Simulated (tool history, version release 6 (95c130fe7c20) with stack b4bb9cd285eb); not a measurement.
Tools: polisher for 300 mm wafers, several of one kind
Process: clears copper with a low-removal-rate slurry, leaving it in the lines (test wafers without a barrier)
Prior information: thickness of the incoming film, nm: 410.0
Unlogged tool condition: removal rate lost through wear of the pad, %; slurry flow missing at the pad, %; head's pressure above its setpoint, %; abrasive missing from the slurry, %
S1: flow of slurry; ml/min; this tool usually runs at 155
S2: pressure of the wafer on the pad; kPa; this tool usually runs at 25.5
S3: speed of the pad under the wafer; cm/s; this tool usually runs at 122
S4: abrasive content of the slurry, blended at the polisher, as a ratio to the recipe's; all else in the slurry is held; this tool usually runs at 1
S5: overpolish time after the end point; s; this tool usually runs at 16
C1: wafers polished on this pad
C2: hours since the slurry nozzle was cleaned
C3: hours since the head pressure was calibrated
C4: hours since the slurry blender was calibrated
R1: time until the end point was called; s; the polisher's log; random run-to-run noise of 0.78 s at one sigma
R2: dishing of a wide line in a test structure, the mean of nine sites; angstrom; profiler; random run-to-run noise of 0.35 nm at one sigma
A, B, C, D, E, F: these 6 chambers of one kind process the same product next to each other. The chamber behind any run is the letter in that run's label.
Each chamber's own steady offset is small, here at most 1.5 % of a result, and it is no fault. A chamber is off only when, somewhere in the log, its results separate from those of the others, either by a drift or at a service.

run   hour   S1    S2   S3  S4  S5    C1     C2      C3     C4      R1      R2
       0.4  -- chamber E: slurry nozzle cleaned
       1.4  -- chamber B: worn pad replaced by a new one
 1C    4.2  155  25.5  122   1  16   497  790.1   653.2   97.4  81.219  252.23
 2E    8.9  155  25.5  122   1  16   492    8.5  1087.3  160.7  82.265  250.18
       9.1  -- chamber F: worn pad replaced by a new one
 3A   17.4  155  25.5  122   1  16   641  136.9   516.4  182.1  81.825  255.83
      22.9  -- chamber E: worn pad replaced by a new one
 4B   22.9  155  25.5  122   1  16   264  388.9   264.1  206.7  84.127  258.97
      25.2  -- chamber C: slurry nozzle cleaned
 5D   30.4  155  25.5  122   1  16   508  500.7   926.9   31.2  82.611  253.49
      35.8  -- chamber C: worn pad replaced by a new one
 6F     36  155  25.5  122   1  16   331  175.1   144.6  109.9  83.135  252.27
 7D   41.5  155  25.5  122   1  16   645  511.8     938   42.3  82.642  251.36
      45.9  -- chamber E: slurry blender recalibrated
 8F   49.1  155  25.5  122   1  16   492  188.2   157.7    123  83.531  250.62
        55  -- chamber D: slurry nozzle cleaned
 9E   55.9  155  25.5  122   1  16   405   55.5  1134.3     10  84.827  258.26
      56.2  -- chamber A: slurry blender recalibrated
      58.2  -- chamber B: worn pad replaced by a new one
10C   59.9  155  25.5  122   1  16   296   34.7   708.9  153.1  81.895  254.87
      66.6  -- chamber C: slurry blender recalibrated
11B   67.2  155  25.5  122   1  16   111  433.2   308.4    251  83.254  254.75
      70.1  -- chamber F: worn pad replaced by a new one
      72.9  -- chamber E: worn pad replaced by a new one
12A   74.5  155  25.5  122   1  16  1343    194   573.5   18.4  82.629  251.57
13E   82.4  155  25.5  122   1  16   117     82  1160.8   36.5  82.336  253.93
14C   89.8  155  25.5  122   1  16   663   64.6   738.8   23.2  81.669   251.8
      90.7  -- chamber C: worn pad replaced by a new one
15F   95.3  155  25.5  122   1  16   309  234.4   203.9  169.2  82.007  250.63
      95.8  -- chamber A: worn pad replaced by a new one
16B  100.8  155  25.5  122   1  16   524  466.8     342  284.6  82.999  257.85
     103.9  -- chamber D: worn pad replaced by a new one
     105.4  -- chamber B: slurry nozzle cleaned
     108.5  -- chamber B: worn pad replaced by a new one
17D  108.7  105    20  122   1  16    59   53.7  1005.2  109.5  113.19  222.74
18A  112.7  105    20  122   1  16   208  232.2   611.7   56.6  112.13  228.12
19B  116.8  105    20  122   1  16   102   11.5     358  300.6  114.09  227.89
20F    125  105    20  122   1  16   675  264.1   233.6  198.9  114.59   222.8
     125.4  -- chamber F: worn pad replaced by a new one
       126  -- chamber E: worn pad replaced by a new one
21C  132.7  105    20  122   1  16   516  107.5   781.7   66.1  112.29   222.4
       138  -- chamber F: slurry blender recalibrated
22E  139.7  105    20  122   1  16   169  139.3  1218.1   93.8  113.56  224.63
     145.7  -- chamber C: worn pad replaced by a new one
23A  145.8  155  25.5  122   1  16   615  265.3   644.8   89.7  83.581  256.27
24D  152.2  155  25.5  122   1  16   594   97.2  1048.7    153   83.05  253.63
25E    156  155  25.5  122   1  16   369  155.6  1234.4  110.1  83.421   256.1
26F  160.1  155  25.5  134   1  16   426  299.2   268.7   22.2  75.363  258.51
     160.3  -- chamber E: head pressure recalibrated
     161.9  -- chamber B: worn pad replaced by a new one
27B  168.1  155  25.5  134   1  16    76   62.8   409.3  351.9  75.767  262.91
     172.5  -- chamber B: head pressure recalibrated
28A  173.7  155  25.5  134   1  16   958  293.2   672.7  117.6   74.94  265.88
     176.1  -- chamber F: worn pad replaced by a new one
     177.5  -- chamber E: worn pad replaced by a new one
29C  180.6  155  25.5  134   1  16   429  155.4   829.6    114  75.167  258.98
30D  186.2  155  25.5  134   1  16  1012  131.2  1082.7    187  75.952  253.96
     190.5  -- chamber D: worn pad replaced by a new one
31C  193.2  155  25.5  134   1  16   584    168   842.2  126.6  75.109  262.11
32A  201.4  155  25.5  122   1  16  1299  320.9   700.4  145.3   82.45  255.82
33F  209.6  155  25.5  122   1  16   412  348.7   318.2   71.7  83.297  250.71
     209.9  -- chamber A: worn pad replaced by a new one
34B  217.1  155  25.5  122   1  16   678  111.8    44.6  400.9  82.255  257.11
     217.4  -- chamber C: worn pad replaced by a new one
     221.7  -- chamber A: head pressure recalibrated
     223.6  -- chamber B: worn pad replaced by a new one
35D    224  155  25.5  122   1  16   412    169  1120.5  224.8   83.42  258.44
     229.6  -- chamber C: slurry blender recalibrated
       231  -- chamber E: slurry blender recalibrated
     231.4  -- chamber E: worn pad replaced by a new one
36E  232.3  205  25.5  160   1  16    11  231.9    72.1    1.4  60.523  271.01
     236.6  -- chamber F: worn pad replaced by a new one
37D  240.6  205  25.5  160   1  16   616  185.6  1137.1  241.4  59.891     278
38E  248.8  205  25.5  160   1  16   214  248.4    88.6   17.9  60.646  268.64
39B  254.8  205  25.5  160   1  16   383  149.5    82.3  438.6  61.116  272.57
     260.3  -- chamber F: slurry nozzle cleaned
40F  262.4  205  25.5  160   1  16   317    2.2     371  124.5  60.597  273.15
41C  269.9  205  25.5  160   1  16   646  244.7   918.9   40.4   61.11  268.05
     270.2  -- chamber D: head pressure recalibrated
42A  274.6  200  25.5  122   1  16   795  394.1      53  218.5  78.139  260.58
43D  280.1  200  25.5  122   1  16  1101  225.1      10  280.9  79.756  257.62

All 6 chambers run these settings next. Forecast each chamber's results:
44A  286.4  155  25.5  122   1  16                   ?   ?
44B  286.4  155  25.5  122   1  16                   ?   ?
44C  286.4  155  25.5  122   1  16                   ?   ?
44D  286.4  155  25.5  122   1  16                   ?   ?
44E  286.4  155  25.5  122   1  16                   ?   ?
44F  286.4  155  25.5  122   1  16                   ?   ?

run      R1      R2
44A  82.504  259.46
44B  84.195  251.36
44C  83.752  250.98
44D   81.99  254.18
44E  82.948  250.69
44F  81.915   254.3
